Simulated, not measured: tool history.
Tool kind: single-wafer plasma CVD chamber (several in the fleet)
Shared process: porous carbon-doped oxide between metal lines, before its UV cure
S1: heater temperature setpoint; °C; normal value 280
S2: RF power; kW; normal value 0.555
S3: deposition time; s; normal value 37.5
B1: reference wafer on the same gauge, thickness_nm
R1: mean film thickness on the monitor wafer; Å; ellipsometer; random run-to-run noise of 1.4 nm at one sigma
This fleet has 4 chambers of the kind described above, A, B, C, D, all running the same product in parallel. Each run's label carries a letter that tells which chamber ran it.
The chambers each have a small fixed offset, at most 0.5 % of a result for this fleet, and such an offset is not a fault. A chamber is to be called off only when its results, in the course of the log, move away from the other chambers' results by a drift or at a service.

Run 1A, hour 4.3: usual settings; B1 230.85. Result: R1 2417.3 Å.
Run 2C, hour 8.9: usual settings; B1 231.32. Result: R1 2423.2 Å.
Run 3D, hour 11.6: usual settings; B1 231.04. Result: R1 2421.5 Å.
Run 4B, hour 16.5: usual settings; B1 231.12. Result: R1 2429.8 Å.
Run 5C, hour 19.9: usual settings; B1 230.73. Result: R1 2418.2 Å.
Run 6A, hour 23.4: usual settings; B1 230.84. Result: R1 2449.6 Å.
Run 7B, hour 28.5: usual settings but S2 0.45 kW, S3 33 s; B1 230.93. Result: R1 1878.3 Å.
Run 8D, hour 33.1: usual settings but S2 0.45 kW, S3 33 s; B1 230.63. Result: R1 1882 Å.
Run 9D, hour 36.7: usual settings but S2 0.45 kW, S3 33 s; B1 230.86. Result: R1 1853.6 Å.
Run 10B, hour 41.8: usual settings but S2 0.45 kW, S3 33 s; B1 230.91. Result: R1 1856.6 Å.
Run 11A, hour 45: usual settings; B1 230.87. Result: R1 2428.7 Å.
Run 12C, hour 48.4: usual settings; B1 230.88. Result: R1 2414.3 Å.
Run 13D, hour 52.6: usual settings; B1 231.04. Result: R1 2415.7 Å.
Run 14B, hour 55.6: usual settings; B1 231.02. Result: R1 2415.7 Å.
Run 15C, hour 60.1: usual settings; B1 231.1. Result: R1 2432.7 Å.
Run 16A, hour 63.1: usual settings; B1 231.41. Result: R1 2450.5 Å.
Run 17A, hour 66.9: usual settings; B1 231.16. Result: R1 2426.3 Å.
Run 18D, hour 69.5: usual settings; B1 230.78. Result: R1 2423.6 Å.
Run 19B, hour 74.3: usual settings; B1 230.76. Result: R1 2432.8 Å.
Run 20C, hour 77: usual settings; B1 231.01. Result: R1 2429.4 Å.
Run 21D, hour 79.4: usual settings; B1 230.89. Result: R1 2449.1 Å.
Run 22A, hour 81.9: usual settings; B1 230.94. Result: R1 2451.3 Å.
Run 23C, hour 84.8: usual settings; B1 230.9. Result: R1 2415.3 Å.
Run 24B, hour 89.5: usual settings; B1 230.89. Result: R1 2434.7 Å.
Run 25A, hour 92.7: usual settings; B1 231.14. Result: R1 2424.1 Å.
Run 26D, hour 96.5: usual settings; B1 230.85. Result: R1 2430.6 Å.
Run 27B, hour 101.5: usual settings but S2 0.45 kW; B1 230.88. Result: R1 2105.2 Å.
Run 28C, hour 105: usual settings but S2 0.45 kW; B1 231.15. Result: R1 2078.5 Å.
Run 29C, hour 109.2: usual settings but S2 0.45 kW; B1 230.98. Result: R1 2085.8 Å.
Run 30A, hour 112.9: usual settings but S2 0.45 kW; B1 230.82. Result: R1 2109.8 Å.
Run 31B, hour 116.4: usual settings; B1 231.37. Result: R1 2423.6 Å.
Run 32D, hour 120.1: usual settings but S1 270 °C, S2 0.51 kW; B1 231.14. Result: R1 2440.6 Å.
Run 33A, hour 122.7: usual settings but S1 270 °C, S2 0.51 kW; B1 231.2. Result: R1 2451.4 Å.

Each of the 4 chambers runs these same settings next. Fill in every chamber's results:
Run 34A, hour 126.4: usual settings but S2 0.485 kW. Result: R1 ?.
Run 34B, hour 126.4: usual settings but S2 0.485 kW. Result: R1 ?.
Run 34C, hour 126.4: usual settings but S2 0.485 kW. Result: R1 ?.
Run 34D, hour 126.4: usual settings but S2 0.485 kW. Result: R1 ?.

run      R1
34A  2214.6
34B  2213.8
34C  2207.7
34D  2219.7

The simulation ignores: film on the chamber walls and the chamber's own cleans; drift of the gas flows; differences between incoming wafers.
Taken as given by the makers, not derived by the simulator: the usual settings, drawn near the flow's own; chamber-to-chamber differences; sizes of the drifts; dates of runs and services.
